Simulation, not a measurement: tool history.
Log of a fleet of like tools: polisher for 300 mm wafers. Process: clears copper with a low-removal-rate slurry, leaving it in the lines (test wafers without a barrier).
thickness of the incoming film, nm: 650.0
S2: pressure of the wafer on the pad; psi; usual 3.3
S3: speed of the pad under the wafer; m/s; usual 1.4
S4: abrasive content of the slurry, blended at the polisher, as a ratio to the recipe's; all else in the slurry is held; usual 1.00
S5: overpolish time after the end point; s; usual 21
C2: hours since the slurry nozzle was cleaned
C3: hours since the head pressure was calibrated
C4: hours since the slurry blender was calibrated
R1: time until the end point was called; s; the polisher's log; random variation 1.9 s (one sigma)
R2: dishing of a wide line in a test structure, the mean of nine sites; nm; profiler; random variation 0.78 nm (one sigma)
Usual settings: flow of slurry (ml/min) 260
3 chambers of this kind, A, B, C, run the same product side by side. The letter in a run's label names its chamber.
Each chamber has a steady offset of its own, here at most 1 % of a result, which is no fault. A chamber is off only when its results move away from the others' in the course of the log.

run 1A hour=5.5 | flow_of_slurry_(ml/min)=260 S2=3.3 S3=1.4 S4=1.00 S5=21 | wafers_polished_on_this_pad=804 C2=228.8 C3=1008.4 C4=191.2 | R1=154.89 R2=50.270
run 2B hour=12.4 | flow_of_slurry_(ml/min)=260 S2=3.3 S3=1.4 S4=1.00 S5=21 | wafers_polished_on_this_pad=798 C2=280.4 C3=567.4 C4=102.6 | R1=153.90 R2=48.762
run 3C hour=19.6 | flow_of_slurry_(ml/min)=260 S2=3.3 S3=1.4 S4=1.00 S5=21 | wafers_polished_on_this_pad=498 C2=34.5 C3=410.5 C4=195.4 | R1=155.12 R2=48.026
run 4B hour=24.6 | flow_of_slurry_(ml/min)=260 S2=3.3 S3=1.4 S4=1.00 S5=21 | wafers_polished_on_this_pad=869 C2=292.6 C3=579.6 C4=114.8 | R1=156.24 R2=49.157
run 5A hour=31.6 | flow_of_slurry_(ml/min)=260 S2=3.3 S3=1.4 S4=1.25 S5=21 | wafers_polished_on_this_pad=956 C2=254.9 C3=1034.5 C4=217.3 | R1=146.59 R2=51.356
run 6C hour=36.1 | flow_of_slurry_(ml/min)=260 S2=3.3 S3=1.4 S4=1.25 S5=21 | wafers_polished_on_this_pad=594 C2=51.0 C3=427.0 C4=211.9 | R1=145.14 R2=50.729
run 7C hour=40.8 | flow_of_slurry_(ml/min)=260 S2=3.3 S3=1.4 S4=1.25 S5=21 | wafers_polished_on_this_pad=621 C2=55.7 C3=431.7 C4=216.6 | R1=147.97 R2=49.870
-- hour=41.3 chamber A: worn pad replaced by a new one
run 8B hour=45.2 | flow_of_slurry_(ml/min)=260 S2=3.3 S3=1.4 S4=1.00 S5=21 | wafers_polished_on_this_pad=989 C2=313.2 C3=600.2 C4=135.4 | R1=153.52 R2=48.812
run 9A hour=49.5 | flow_of_slurry_(ml/min)=300 S2=3.3 S3=1.4 S4=1.00 S5=21 | wafers_polished_on_this_pad=48 C2=272.8 C3=1052.4 C4=235.2 | R1=152.76 R2=48.568
run 10B hour=52.9 | flow_of_slurry_(ml/min)=300 S2=3.3 S3=1.4 S4=1.00 S5=21 | wafers_polished_on_this_pad=1033 C2=320.9 C3=607.9 C4=143.1 | R1=155.73 R2=48.993
run 11A hour=58.1 | flow_of_slurry_(ml/min)=300 S2=3.3 S3=1.4 S4=1.00 S5=21 | wafers_polished_on_this_pad=98 C2=281.4 C3=1061.0 C4=243.8 | R1=153.94 R2=48.383
run 12C hour=61.9 | flow_of_slurry_(ml/min)=260 S2=3.3 S3=1.4 S4=1.00 S5=21 | wafers_polished_on_this_pad=744 C2=76.8 C3=452.8 C4=237.7 | R1=158.78 R2=48.813
run 13C hour=68.4 | flow_of_slurry_(ml/min)=260 S2=3.3 S3=1.4 S4=1.00 S5=21 | wafers_polished_on_this_pad=782 C2=83.3 C3=459.3 C4=244.2 | R1=156.79 R2=48.546
run 14B hour=72.9 | flow_of_slurry_(ml/min)=260 S2=3.3 S3=1.4 S4=1.00 S5=21 | wafers_polished_on_this_pad=1150 C2=340.9 C3=627.9 C4=163.1 | R1=157.75 R2=47.372
run 15A hour=76.5 | flow_of_slurry_(ml/min)=260 S2=2.3 S3=1.4 S4=1.00 S5=21 | wafers_polished_on_this_pad=205 C2=299.8 C3=1079.4 C4=262.2 | R1=225.02 R2=38.056
run 16B hour=83.8 | flow_of_slurry_(ml/min)=260 S2=2.3 S3=1.4 S4=1.00 S5=21 | wafers_polished_on_this_pad=1213 C2=351.8 C3=638.8 C4=174.0 | R1=220.61 R2=37.161
-- hour=84.9 chamber B: worn pad replaced by a new one
-- hour=86.0 chamber C: worn pad replaced by a new one
run 17C hour=90.1 | flow_of_slurry_(ml/min)=260 S2=2.3 S3=1.4 S4=1.00 S5=21 | wafers_polished_on_this_pad=23 C2=105.0 C3=481.0 C4=265.9 | R1=221.20 R2=36.762
run 18A hour=97.3 | flow_of_slurry_(ml/min)=260 S2=3.3 S3=1.4 S4=1.00 S5=21 | wafers_polished_on_this_pad=326 C2=320.6 C3=1100.2 C4=283.0 | R1=155.02 R2=48.767
run 19C hour=101.4 | flow_of_slurry_(ml/min)=260 S2=3.3 S3=1.4 S4=1.00 S5=21 | wafers_polished_on_this_pad=89 C2=116.3 C3=492.3 C4=277.2 | R1=154.58 R2=50.546
run 20A hour=106.0 | flow_of_slurry_(ml/min)=260 S2=3.3 S3=1.4 S4=1.00 S5=21 | wafers_polished_on_this_pad=376 C2=329.3 C3=1108.9 C4=291.7 | R1=154.63 R2=48.720
run 21B hour=110.8 | flow_of_slurry_(ml/min)=260 S2=3.3 S3=1.4 S4=1.00 S5=21 | wafers_polished_on_this_pad=151 C2=378.8 C3=665.8 C4=201.0 | R1=155.77 R2=48.149
run 22B hour=118.1 | flow_of_slurry_(ml/min)=260 S2=3.3 S3=1.4 S4=1.00 S5=21 | wafers_polished_on_this_pad=193 C2=386.1 C3=673.1 C4=208.3 | R1=159.73 R2=48.741
-- hour=122.6 chamber A: slurry nozzle cleaned
run 23A hour=124.4 | flow_of_slurry_(ml/min)=260 S2=3.3 S3=1.4 S4=1.00 S5=21 | wafers_polished_on_this_pad=483 C2=1.9 C3=1127.3 C4=310.1 | R1=155.83 R2=47.501
run 24C hour=129.4 | flow_of_slurry_(ml/min)=260 S2=3.3 S3=1.4 S4=1.00 S5=21 | wafers_polished_on_this_pad=252 C2=144.3 C3=520.3 C4=305.2 | R1=152.44 R2=48.581
run 25B hour=134.9 | flow_of_slurry_(ml/min)=260 S2=3.3 S3=1.4 S4=1.00 S5=21 | wafers_polished_on_this_pad=291 C2=402.9 C3=689.9 C4=225.1 | R1=154.25 R2=48.743
run 26A hour=139.1 | flow_of_slurry_(ml/min)=260 S2=3.3 S3=1.4 S4=1.00 S5=21 | wafers_polished_on_this_pad=569 C2=16.6 C3=1142.0 C4=324.8 | R1=157.08 R2=49.424

Next, every chamber runs the same settings. What will each give?
run 27A hour=144.4 | flow_of_slurry_(ml/min)=260 S2=3.3 S3=1.4 S4=1.00 S5=11 | R1=? R2=?
run 27B hour=144.4 | flow_of_slurry_(ml/min)=260 S2=3.3 S3=1.4 S4=1.00 S5=11 | R1=? R2=?
run 27C hour=144.4 | flow_of_slurry_(ml/min)=260 S2=3.3 S3=1.4 S4=1.00 S5=11 | R1=? R2=?

run=27A R1=154.37 R2=31.357
run=27B R1=158.14 R2=31.168
run=27C R1=156.60 R2=30.110

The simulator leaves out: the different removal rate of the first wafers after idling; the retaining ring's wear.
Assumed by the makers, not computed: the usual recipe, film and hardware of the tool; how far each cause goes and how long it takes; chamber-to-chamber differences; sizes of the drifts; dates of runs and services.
